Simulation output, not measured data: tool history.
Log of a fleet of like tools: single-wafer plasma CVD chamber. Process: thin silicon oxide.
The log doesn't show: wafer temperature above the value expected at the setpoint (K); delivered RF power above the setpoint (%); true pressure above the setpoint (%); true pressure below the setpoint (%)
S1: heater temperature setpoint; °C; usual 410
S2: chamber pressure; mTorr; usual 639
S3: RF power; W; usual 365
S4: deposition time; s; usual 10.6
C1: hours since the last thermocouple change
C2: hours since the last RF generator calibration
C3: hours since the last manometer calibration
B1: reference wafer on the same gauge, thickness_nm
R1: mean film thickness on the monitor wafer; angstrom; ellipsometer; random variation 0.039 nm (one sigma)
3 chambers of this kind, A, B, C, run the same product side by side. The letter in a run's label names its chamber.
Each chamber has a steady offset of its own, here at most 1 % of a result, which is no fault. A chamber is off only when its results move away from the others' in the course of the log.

| run | hour | S1 | S2 | S3 | S4 | C1 | C2 | C3 | B1 | R1 |
|---|---|---|---|---|---|---|---|---|---|---|
| 1C | 10.7 | 410 | 639 | 365 | 10.6 | 648.7 | 1888.3 | 2580.1 | 17.712 | 166.1 |
| 2B | 17.4 | 410 | 639 | 365 | 10.6 | 784.3 | 19.7 | 846.3 | 17.701 | 164.54 |
| 3A | 23.8 | 410 | 639 | 365 | 10.6 | 75.5 | 541.3 | 475.2 | 17.705 | 166.45 |
| 4C | 29.1 | 410 | 639 | 365 | 10.6 | 667.1 | 1906.7 | 2598.5 | 17.702 | 166.39 |
| 5A | 34.2 | 410 | 639 | 365 | 10.6 | 85.9 | 551.7 | 485.6 | 17.707 | 166.79 |
| 6B | 44.6 | 410 | 639 | 325 | 9.9 | 811.5 | 46.9 | 873.5 | 17.698 | 146.45 |
| 7C | 54.3 | 410 | 639 | 325 | 9.9 | 692.3 | 1931.9 | 2623.7 | 17.696 | 147.96 |
| 8B | 65 | 410 | 639 | 325 | 9.9 | 831.9 | 67.3 | 893.9 | 17.705 | 146.32 |
| 9A | 74 | 410 | 639 | 365 | 10.6 | 125.7 | 591.5 | 525.4 | 17.702 | 166.38 |
| 10C | 80.5 | 410 | 697 | 365 | 10.6 | 718.5 | 1958.1 | 2649.9 | 17.701 | 182.25 |
| 11A | 86.6 | 410 | 697 | 365 | 10.6 | 138.3 | 604.1 | 538 | 17.707 | 182.91 |
| 12B | 92.8 | 410 | 697 | 365 | 10.6 | 859.7 | 95.1 | 921.7 | 17.694 | 179.98 |
| 13C | 104.2 | 410 | 639 | 365 | 10.6 | 742.2 | 1981.8 | 2673.6 | 17.702 | 167.33 |
| 14B | 114.5 | 410 | 639 | 365 | 10.6 | 881.4 | 116.8 | 943.4 | 17.697 | 163.29 |
| 15A | 120 | 410 | 639 | 365 | 10.6 | 171.7 | 637.5 | 571.4 | 17.706 | 166.44 |
| 16B | 128.6 | 410 | 639 | 365 | 12.2 | 895.5 | 130.9 | 957.5 | 17.698 | 186.62 |
| 17A | 137.1 | 410 | 639 | 365 | 12.2 | 188.8 | 654.6 | 588.5 | 17.703 | 191.56 |
| 18C | 147 | 410 | 639 | 365 | 12.2 | 785 | 2024.6 | 2716.4 | 17.693 | 191.17 |
| 19A | 157.5 | 410 | 639 | 365 | 10.6 | 209.2 | 675 | 608.9 | 17.708 | 166.44 |
| 20C | 168.9 | 410 | 639 | 365 | 10.6 | 806.9 | 2046.5 | 2738.3 | 17.698 | 166.04 |
| 21B | 174.2 | 410 | 639 | 365 | 10.6 | 941.1 | 176.5 | 1003.1 | 17.704 | 163.32 |
| 22C | 180.2 | 410 | 639 | 365 | 10.6 | 818.2 | 2057.8 | 2749.6 | 17.696 | 165.61 |
| 23A | 190.8 | 410 | 639 | 365 | 10.6 | 242.5 | 708.3 | 642.2 | 17.703 | 166.5 |
| 24B | 198.8 | 410 | 639 | 365 | 10.6 | 965.7 | 201.1 | 1027.7 | 17.698 | 162.04 |
| 25B | 205.8 | 410 | 639 | 365 | 10.6 | 972.7 | 208.1 | 1034.7 | 17.708 | 162.33 |
| 26C | 217.7 | 410 | 639 | 365 | 10.6 | 855.7 | 2095.3 | 2787.1 | 17.696 | 165.84 |
| 27A | 223 | 410 | 639 | 365 | 10.6 | 274.7 | 740.5 | 674.4 | 17.698 | 166.45 |
| 28A | 232.5 | 410 | 639 | 365 | 10.6 | 284.2 | 750 | 683.9 | 17.705 | 166.12 |
|  | 234.3 | chamber C: RF generator calibrated |
| 29C | 240.3 | 410 | 639 | 365 | 10.6 | 878.3 | 6.1 | 2809.7 | 17.692 | 166.31 |
| 30B | 249 | 410 | 639 | 365 | 10.6 | 1015.9 | 251.3 | 1077.9 | 17.702 | 162.28 |
| 31A | 257.5 | 410 | 639 | 365 | 10.6 | 309.2 | 775 | 708.9 | 17.7 | 166.32 |
| 32C | 266.7 | 410 | 639 | 365 | 10.6 | 904.7 | 32.5 | 2836.1 | 17.689 | 165.67 |
| 33B | 278.1 | 410 | 639 | 365 | 10.6 | 1045 | 280.4 | 1107 | 17.688 | 160.79 |
|  | 283.4 | chamber C: capacitance manometer re-zeroed and calibrated |
| 34B | 285.7 | 410 | 639 | 365 | 10.6 | 1052.6 | 288 | 1114.6 | 17.691 | 161.18 |
| 35A | 291.3 | 410 | 639 | 365 | 10.6 | 343 | 808.8 | 742.7 | 17.709 | 166.11 |
| 36C | 298.1 | 415 | 514 | 365 | 10.6 | 936.1 | 63.9 | 14.8 | 17.695 | 130.47 |
| 37B | 303.8 | 415 | 514 | 365 | 10.6 | 1070.7 | 306.1 | 1132.7 | 17.695 | 125.44 |
| 38C | 314.1 | 415 | 514 | 365 | 10.6 | 952.1 | 79.9 | 30.8 | 17.709 | 130.38 |
| 39A | 321.8 | 410 | 639 | 365 | 10.6 | 373.5 | 839.3 | 773.2 | 17.71 | 166.2 |
| 40A | 331.7 | 410 | 639 | 365 | 10.6 | 383.4 | 849.2 | 783.1 | 17.691 | 166.52 |
| 41C | 337.8 | 410 | 639 | 365 | 10.6 | 975.8 | 103.6 | 54.5 | 17.691 | 165.81 |
| 42B | 347 | 410 | 639 | 365 | 10.6 | 1113.9 | 349.3 | 1175.9 | 17.701 | 160.49 |

Next, every chamber runs the same settings. What will each give?
| 43A | 355.6 | 410 | 639 | 365 | 9.7 |  |  |  |  | ? |
| 43B | 355.6 | 410 | 639 | 365 | 9.7 |  |  |  |  | ? |
| 43C | 355.6 | 410 | 639 | 365 | 9.7 |  |  |  |  | ? |

| run | R1 |
|---|---|
| 43A | 151.92 |
| 43B | 146.14 |
| 43C | 151.77 |
